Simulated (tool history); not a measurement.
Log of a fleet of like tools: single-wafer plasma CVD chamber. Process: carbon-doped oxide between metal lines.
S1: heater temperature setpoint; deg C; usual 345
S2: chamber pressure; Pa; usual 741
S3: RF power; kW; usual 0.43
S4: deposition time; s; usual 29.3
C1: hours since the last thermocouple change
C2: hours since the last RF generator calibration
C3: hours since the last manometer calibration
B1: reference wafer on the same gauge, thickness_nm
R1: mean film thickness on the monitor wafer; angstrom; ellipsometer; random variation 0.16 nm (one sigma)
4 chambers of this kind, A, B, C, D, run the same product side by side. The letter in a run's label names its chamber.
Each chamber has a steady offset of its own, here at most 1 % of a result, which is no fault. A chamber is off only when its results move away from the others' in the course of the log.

run	hour	S1	S2	S3	S4	C1	C2	C3	B1	R1
1B	5.7	345	741	0.43	29.3	648.4	1386.8	911.8	163.07	1394.4
2A	10.3	345	741	0.43	29.3	639.1	745.3	516	163.13	1400.4
3D	16.5	345	741	0.43	29.3	634	109.8	253.7	163.05	1401.6
4C	20.8	345	741	0.43	29.3	498.3	461.8	1613.7	163.15	1394.1
5A	26.9	357	741	0.47	29.3	655.7	761.9	532.6	163.08	1445.1
6D	32.2	357	741	0.47	29.3	649.7	125.5	269.4	163.22	1442.9
7B	35.9	357	741	0.47	29.3	678.6	1417	942	163.19	1434.1
8C	40.1	357	741	0.47	29.3	517.6	481.1	1633	163.17	1436.2
9D	45.9	345	741	0.43	29.3	663.4	139.2	283.1	163.26	1404
10C	49.6	345	741	0.43	29.3	527.1	490.6	1642.5	163.27	1399.5
11A	53.1	345	741	0.43	29.3	681.9	788.1	558.8	163.24	1404.9
12B	59.2	345	741	0.43	29.3	701.9	1440.3	965.3	163.28	1394.8
13A	63.5	345	741	0.43	29.3	692.3	798.5	569.2	163.3	1400.2
14C	69.2	345	639	0.43	25.9	546.7	510.2	1662.1	163.35	1214.3
15B	75.6	345	639	0.43	25.9	718.3	1456.7	981.7	163.35	1211.3
16D	82.1	345	639	0.43	25.9	699.6	175.4	319.3	163.48	1218.6
17B	85.4	345	639	0.43	25.9	728.1	1466.5	991.5	163.45	1209.9
18A	91.2	345	741	0.43	29.3	720	826.2	596.9	163.46	1401.2
19D	94.7	345	741	0.43	29.3	712.2	188	331.9	163.44	1408
20C	99.6	345	741	0.43	29.3	577.1	540.6	1692.5	163.55	1397.5
21B	106	345	665	0.43	29.3	748.7	1487.1	1012.1	163.51	1376.4
22A	109.9	345	665	0.43	29.3	738.7	844.9	615.6	163.54	1382.8
23C	113.2	345	665	0.43	29.3	590.7	554.2	1706.1	163.58	1380.9
24D	116.7	345	665	0.43	29.3	734.2	210	353.9	163.61	1382.6
25A	122.2	345	741	0.43	29.3	751	857.2	627.9	163.64	1401.4
26D	126.3	345	741	0.43	29.3	743.8	219.6	363.5	163.67	1406.2
27C	131.2	345	741	0.43	29.3	608.7	572.2	1724.1	163.64	1400.2
28B	136.2	345	741	0.43	29.3	778.9	1517.3	1042.3	163.69	1399
29A	141.5	345	741	0.43	29.3	770.3	876.5	647.2	163.69	1405
30D	148	345	741	0.43	29.3	765.5	241.3	385.2	163.7	1405.7
31B	151.1	345	741	0.43	29.3	793.8	1532.2	1057.2	163.76	1399.9

What goes on in this fleet: one chamber off, a drifting gauge, or nothing beyond the chambers' own small offsets? Name the chamber and the cause, if any.

The gauge drifts, so all chambers seem to drift together. No chamber is off.
Cause: gauge reads high (%) = 0.48.
